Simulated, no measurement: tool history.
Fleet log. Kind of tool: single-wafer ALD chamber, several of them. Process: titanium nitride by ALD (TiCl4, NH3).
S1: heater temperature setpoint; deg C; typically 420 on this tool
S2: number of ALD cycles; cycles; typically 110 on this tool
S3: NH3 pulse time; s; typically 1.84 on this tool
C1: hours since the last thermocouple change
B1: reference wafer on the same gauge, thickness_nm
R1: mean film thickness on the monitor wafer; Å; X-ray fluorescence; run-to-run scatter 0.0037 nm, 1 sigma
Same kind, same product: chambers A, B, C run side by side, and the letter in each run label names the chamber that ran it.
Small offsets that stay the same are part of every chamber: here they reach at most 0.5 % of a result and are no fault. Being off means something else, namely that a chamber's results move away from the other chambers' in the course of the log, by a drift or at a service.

run,hour,S1,S2,S3,C1,B1,R1
1B,12,420,110,1.84,869.4,2.7008,24.39
2C,22.1,420,110,1.84,52.8,2.7013,24.31
3A,29.7,420,110,1.84,1121.1,2.7009,24.334
4C,36.9,420,110,1.84,67.6,2.7018,24.363
5A,46,420,118,2.25,1137.4,2.7021,26.28
6B,57.4,420,118,2.25,914.8,2.703,26.258
7B,70,420,118,2.25,927.4,2.7027,26.224
8C,84.4,420,110,1.84,115.1,2.7033,24.352
9A,95.2,420,110,1.84,1186.6,2.7041,24.293
10C,108.4,420,110,1.84,139.1,2.7043,24.429
11A,123.2,420,110,1.84,1214.6,2.7039,24.38
12B,131.3,420,110,1.84,988.7,2.7048,24.358
13C,142.2,420,110,1.84,172.9,2.7059,24.366
14A,151,420,110,1.84,1242.4,2.7063,24.349
15B,163.5,420,110,1.84,1020.9,2.7067,24.384
16C,172.8,420,110,1.84,203.5,2.7075,24.43
17A,184.1,428,90,1.84,1275.5,2.7066,20.003
18B,198.3,428,90,1.84,1055.7,2.7083,19.916
19A,209.4,428,90,1.84,1300.8,2.708,19.993
20C,220,420,110,1.84,250.7,2.7095,24.43
21B,232.1,420,110,1.84,1089.5,2.71,24.439
22A,244.2,420,110,2.29,1335.6,2.7086,24.522
23B,258.6,420,110,2.29,1116,2.7098,24.6
24C,266.6,420,110,2.29,297.3,2.7097,24.534
25B,275.2,420,110,1.84,1132.6,2.7099,24.464
26A,285.6,420,110,1.84,1377,2.7124,24.404
27C,298.8,420,110,1.84,329.5,2.7111,24.501
28A,310.6,420,110,1.84,1402,2.712,24.446
29C,322.4,420,110,1.84,353.1,2.7121,24.512
30B,331.2,420,110,1.84,1188.6,2.7133,24.432
31B,340.2,420,128,1.84,1197.6,2.7128,28.496
32C,350.1,420,128,1.84,380.8,2.7141,28.51
33A,356.9,420,128,1.84,1448.3,2.7145,28.414
34B,368.3,420,110,1.84,1225.7,2.7145,24.459
35A,380.1,420,110,1.84,1471.5,2.7156,24.474
36C,391.3,420,122,1.84,422,2.7141,27.182
37B,404.9,420,122,1.84,1262.3,2.7155,27.106
38C,411.9,420,122,1.84,442.6,2.7167,27.123

Next, every chamber runs the same settings. What will each give?
39A,422.9,420,110,1.84,,,?
39B,422.9,420,110,1.84,,,?
39C,422.9,420,110,1.84,,,?

run,R1
39A,24.451
39B,24.515
39C,24.463
